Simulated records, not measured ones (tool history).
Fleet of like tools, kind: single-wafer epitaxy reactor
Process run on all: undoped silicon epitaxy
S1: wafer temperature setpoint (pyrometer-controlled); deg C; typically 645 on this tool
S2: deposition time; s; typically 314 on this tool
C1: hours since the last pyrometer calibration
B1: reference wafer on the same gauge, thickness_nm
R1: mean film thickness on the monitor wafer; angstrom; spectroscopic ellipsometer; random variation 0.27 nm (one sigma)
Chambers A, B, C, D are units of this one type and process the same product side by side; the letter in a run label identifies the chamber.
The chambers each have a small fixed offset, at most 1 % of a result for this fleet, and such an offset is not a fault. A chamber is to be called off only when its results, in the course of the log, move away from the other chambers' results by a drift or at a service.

| run | hour | S1 | S2 | C1 | B1 | R1 |
|---|---|---|---|---|---|---|
| 1D | 6 | 645 | 314 | 699.6 | 56.596 | 471.05 |
| 2C | 13.9 | 645 | 314 | 1047.3 | 56.609 | 467.91 |
| 3A | 21.2 | 645 | 314 | 938.2 | 56.622 | 473.16 |
| 4B | 30.9 | 645 | 314 | 1149.2 | 56.603 | 467 |
| 5C | 39.5 | 645 | 314 | 1072.9 | 56.607 | 467.07 |
| 6A | 45.9 | 645 | 314 | 962.9 | 56.619 | 474.48 |
| 7D | 51.8 | 645 | 314 | 745.4 | 56.621 | 472.36 |
| 8B | 58.1 | 645 | 314 | 1176.4 | 56.585 | 465.07 |
| 9D | 65.2 | 645 | 314 | 758.8 | 56.623 | 471.78 |
| 10B | 71.2 | 645 | 314 | 1189.5 | 56.524 | 472.5 |
| 11C | 75.9 | 645 | 314 | 1109.3 | 56.608 | 471.36 |
|  | 76.7 | chamber B: pyrometer calibrated |
| 12A | 83.5 | 645 | 314 | 1000.5 | 56.574 | 471.09 |
| 13A | 91.6 | 645 | 314 | 1008.6 | 56.539 | 477 |
| 14D | 98.1 | 645 | 314 | 791.7 | 56.638 | 467.11 |
| 15C | 107 | 645 | 314 | 1140.4 | 56.634 | 471.59 |
| 16B | 116.9 | 656 | 314 | 40.2 | 56.603 | 595.99 |
| 17D | 126.2 | 656 | 314 | 819.8 | 56.641 | 598.63 |
| 18C | 135 | 656 | 314 | 1168.4 | 56.557 | 603.78 |
| 19A | 141.1 | 656 | 314 | 1058.1 | 56.565 | 603.66 |
|  | 142 | chamber C: pyrometer calibrated |
| 20B | 147.9 | 645 | 314 | 71.2 | 56.609 | 474.01 |
| 21A | 156.3 | 645 | 314 | 1073.3 | 56.546 | 473.46 |
| 22D | 161.8 | 645 | 314 | 855.4 | 56.645 | 470.59 |
| 23B | 166.9 | 645 | 314 | 90.2 | 56.558 | 471.39 |
| 24C | 176.9 | 645 | 314 | 34.9 | 56.569 | 471.66 |
| 25D | 185.9 | 645 | 314 | 879.5 | 56.552 | 474.83 |
| 26B | 193.6 | 658 | 333 | 116.9 | 56.636 | 663.14 |
| 27A | 201.4 | 658 | 333 | 1118.4 | 56.552 | 665.06 |
| 28C | 211.1 | 658 | 333 | 69.1 | 56.665 | 666.51 |
| 29A | 218.5 | 658 | 333 | 1135.5 | 56.592 | 675.68 |
| 30C | 226.3 | 645 | 314 | 84.3 | 56.571 | 470.63 |
| 31B | 232.5 | 651 | 347 | 155.8 | 56.585 | 589.77 |
| 32D | 237.1 | 651 | 347 | 930.7 | 56.672 | 594.92 |
| 33A | 246.9 | 651 | 347 | 1163.9 | 56.629 | 596.92 |
| 34C | 255 | 651 | 347 | 113 | 56.649 | 587.72 |
| 35D | 260.4 | 645 | 314 | 954 | 56.622 | 470.56 |

For the next run the whole fleet of 4 chambers uses the same settings. Give each chamber's results:
| 36A | 267.7 | 645 | 314 |  |  | ? |
| 36B | 267.7 | 645 | 314 |  |  | ? |
| 36C | 267.7 | 645 | 314 |  |  | ? |
| 36D | 267.7 | 645 | 314 |  |  | ? |

| run | R1 |
|---|---|
| 36A | 478.23 |
| 36B | 466.15 |
| 36C | 473.28 |
| 36D | 471.19 |
